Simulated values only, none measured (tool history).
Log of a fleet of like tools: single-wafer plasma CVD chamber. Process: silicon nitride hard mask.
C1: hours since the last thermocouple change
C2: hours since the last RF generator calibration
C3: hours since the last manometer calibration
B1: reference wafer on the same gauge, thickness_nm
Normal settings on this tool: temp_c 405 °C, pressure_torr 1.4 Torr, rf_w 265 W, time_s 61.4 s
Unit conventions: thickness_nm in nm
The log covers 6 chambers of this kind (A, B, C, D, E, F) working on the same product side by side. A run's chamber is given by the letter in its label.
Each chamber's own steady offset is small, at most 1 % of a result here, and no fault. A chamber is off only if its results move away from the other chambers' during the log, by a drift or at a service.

Run 1D, hour 8.9: usual settings; C1 31.5; C2 1683; C3 1089.9; B1 73.48. Result: thickness_nm 62.545 nm.
Run 2F, hour 14.1: usual settings; C1 1188.9; C2 305.6; C3 1077.5; B1 73.489. Result: thickness_nm 62.475 nm.
At hour 16.6: chamber E: RF generator calibrated.
Run 3B, hour 19.9: usual settings; C1 338.8; C2 1131.2; C3 313.9; B1 73.504. Result: thickness_nm 62.456 nm.
Run 4C, hour 26.5: usual settings; C1 2115.3; C2 237.6; C3 991.7; B1 73.511. Result: thickness_nm 62.178 nm.
Run 5E, hour 34.7: usual settings; C1 997.2; C2 18.1; C3 1112; B1 73.49. Result: thickness_nm 62.336 nm.
Run 6A, hour 43.9: usual settings; C1 900.5; C2 365.9; C3 2765.1; B1 73.502. Result: thickness_nm 63.139 nm.
Run 7F, hour 53.5: usual settings; C1 1228.3; C2 345; C3 1116.9; B1 73.493. Result: thickness_nm 62.375 nm.
Run 8B, hour 59.3: usual settings; C1 378.2; C2 1170.6; C3 353.3; B1 73.507. Result: thickness_nm 62.409 nm.
Run 9D, hour 66.6: usual settings; C1 89.2; C2 1740.7; C3 1147.6; B1 73.464. Result: thickness_nm 61.872 nm.
Run 10C, hour 76.8: usual settings; C1 2165.6; C2 287.9; C3 1042; B1 73.515. Result: thickness_nm 62.221 nm.
At hour 79.2: chamber D: RF generator calibrated.
Run 11A, hour 83.1: usual settings but time_s 73.1 s; C1 939.7; C2 405.1; C3 2804.3; B1 73.558. Result: thickness_nm 74.945 nm.
Run 12E, hour 88.8: usual settings but time_s 73.1 s; C1 1051.3; C2 72.2; C3 1166.1; B1 73.49. Result: thickness_nm 74.564 nm.
Run 13A, hour 99.4: usual settings but time_s 73.1 s; C1 956; C2 421.4; C3 2820.6; B1 73.495. Result: thickness_nm 74.997 nm.
Run 14D, hour 105.1: usual settings but time_s 73.1 s; C1 127.7; C2 25.9; C3 1186.1; B1 73.479. Result: thickness_nm 74.507 nm.
At hour 109.5: chamber C: capacitance manometer re-zeroed and calibrated.
Run 15C, hour 110.6: usual settings but time_s 73.1 s; C1 2199.4; C2 321.7; C3 1.2; B1 73.54. Result: thickness_nm 74.629 nm.
Run 16B, hour 119.5: usual settings but time_s 73.1 s; C1 438.4; C2 1230.8; C3 413.5; B1 73.484. Result: thickness_nm 73.881 nm.
Run 17E, hour 127.2: usual settings; C1 1089.7; C2 110.6; C3 1204.5; B1 73.475. Result: thickness_nm 62.278 nm.
At hour 128.2: chamber B: RF generator calibrated.
Run 18F, hour 138: usual settings; C1 1312.8; C2 429.5; C3 1201.4; B1 73.546. Result: thickness_nm 62.292 nm.
Run 19C, hour 146.2: usual settings but rf_w 225 W; C1 2235; C2 357.3; C3 36.8; B1 73.444. Result: thickness_nm 55.382 nm.
At hour 147.6: chamber F: thermocouple changed; heater temperature recalibrated.
Run 20F, hour 152.1: usual settings but rf_w 225 W; C1 4.6; C2 443.6; C3 1215.5; B1 73.564. Result: thickness_nm 55.47 nm.
Run 21D, hour 162.5: usual settings but rf_w 225 W; C1 185.1; C2 83.3; C3 1243.5; B1 73.544. Result: thickness_nm 55.33 nm.
Run 22A, hour 167.6: usual settings but rf_w 225 W; C1 1024.2; C2 489.6; C3 2888.8; B1 73.532. Result: thickness_nm 55.061 nm.
Run 23B, hour 174.8: usual settings but rf_w 225 W; C1 493.7; C2 46.6; C3 468.8; B1 73.491. Result: thickness_nm 55.671 nm.
Run 24E, hour 182.3: usual settings but rf_w 225 W; C1 1144.8; C2 165.7; C3 1259.6; B1 73.471. Result: thickness_nm 55.886 nm.
Run 25A, hour 187.7: usual settings; C1 1044.3; C2 509.7; C3 2908.9; B1 73.525. Result: thickness_nm 61.538 nm.
Run 26E, hour 196.2: usual settings; C1 1158.7; C2 179.6; C3 1273.5; B1 73.454. Result: thickness_nm 62.563 nm.
Run 27C, hour 206: usual settings; C1 2294.8; C2 417.1; C3 96.6; B1 73.508. Result: thickness_nm 61.982 nm.
Run 28D, hour 216.4: usual settings; C1 239; C2 137.2; C3 1297.4; B1 73.537. Result: thickness_nm 62.179 nm.
Run 29B, hour 224.4: usual settings; C1 543.3; C2 96.2; C3 518.4; B1 73.487. Result: thickness_nm 62.211 nm.
Run 30F, hour 234.6: usual settings; C1 87.1; C2 526.1; C3 1298; B1 73.461. Result: thickness_nm 62.831 nm.
Run 31B, hour 241.8: usual settings; C1 560.7; C2 113.6; C3 535.8; B1 73.528. Result: thickness_nm 62.267 nm.
Run 32F, hour 248.6: usual settings; C1 101.1; C2 540.1; C3 1312; B1 73.51. Result: thickness_nm 62.556 nm.
Run 33E, hour 257.1: usual settings; C1 1219.6; C2 240.5; C3 1334.4; B1 73.523. Result: thickness_nm 62.395 nm.
Run 34C, hour 264.1: usual settings; C1 2352.9; C2 475.2; C3 154.7; B1 73.463. Result: thickness_nm 62.757 nm.
Run 35D, hour 270.5: usual settings; C1 293.1; C2 191.3; C3 1351.5; B1 73.53. Result: thickness_nm 62.28 nm.
Run 36A, hour 277.4: usual settings; C1 1134; C2 599.4; C3 2998.6; B1 73.48. Result: thickness_nm 59.904 nm.

Read the log: is a single chamber off, either drifting away or since a service, is the gauge that measures every chamber drifting, or is nothing wrong beyond small per-chamber offsets? Name any odd chamber and what most likely caused it.

Little by little, chamber A moves away from the other chambers.
Most likely cause: delivered RF power below the setpoint (%) = 6.54.

Chamber A could run next with any of the 4 candidate recipes listed below; each alters the usual settings, and their results appear as question marks. Which one brings its results back in line with what the other chambers deliver on the usual settings?
In line here means within this much of the mean the other chambers give on the usual settings: thickness_nm 0.72 nm
Run 37A-1, hour 285.1: usual settings but pressure_torr 1.42 Torr, rf_w 270 W, time_s 62.9 s. Result: thickness_nm ?.
Run 37A-2, hour 285.1: usual settings but rf_w 275 W, time_s 65.1 s. Result: thickness_nm ?.
Run 37A-3, hour 285.1: usual settings but pressure_torr 1.36 Torr, rf_w 255 W. Result: thickness_nm ?.
Run 37A-4, hour 285.1: usual settings but pressure_torr 1.32 Torr, rf_w 240 W. Result: thickness_nm ?.

Usual-settings mean across the other chambers: thickness_nm 62.392 nm
  run  thickness_nm
37A-1         62.51
37A-2        65.248
37A-3        57.826
37A-4        54.811
37A-1 puts the chamber back in line with the other chambers.
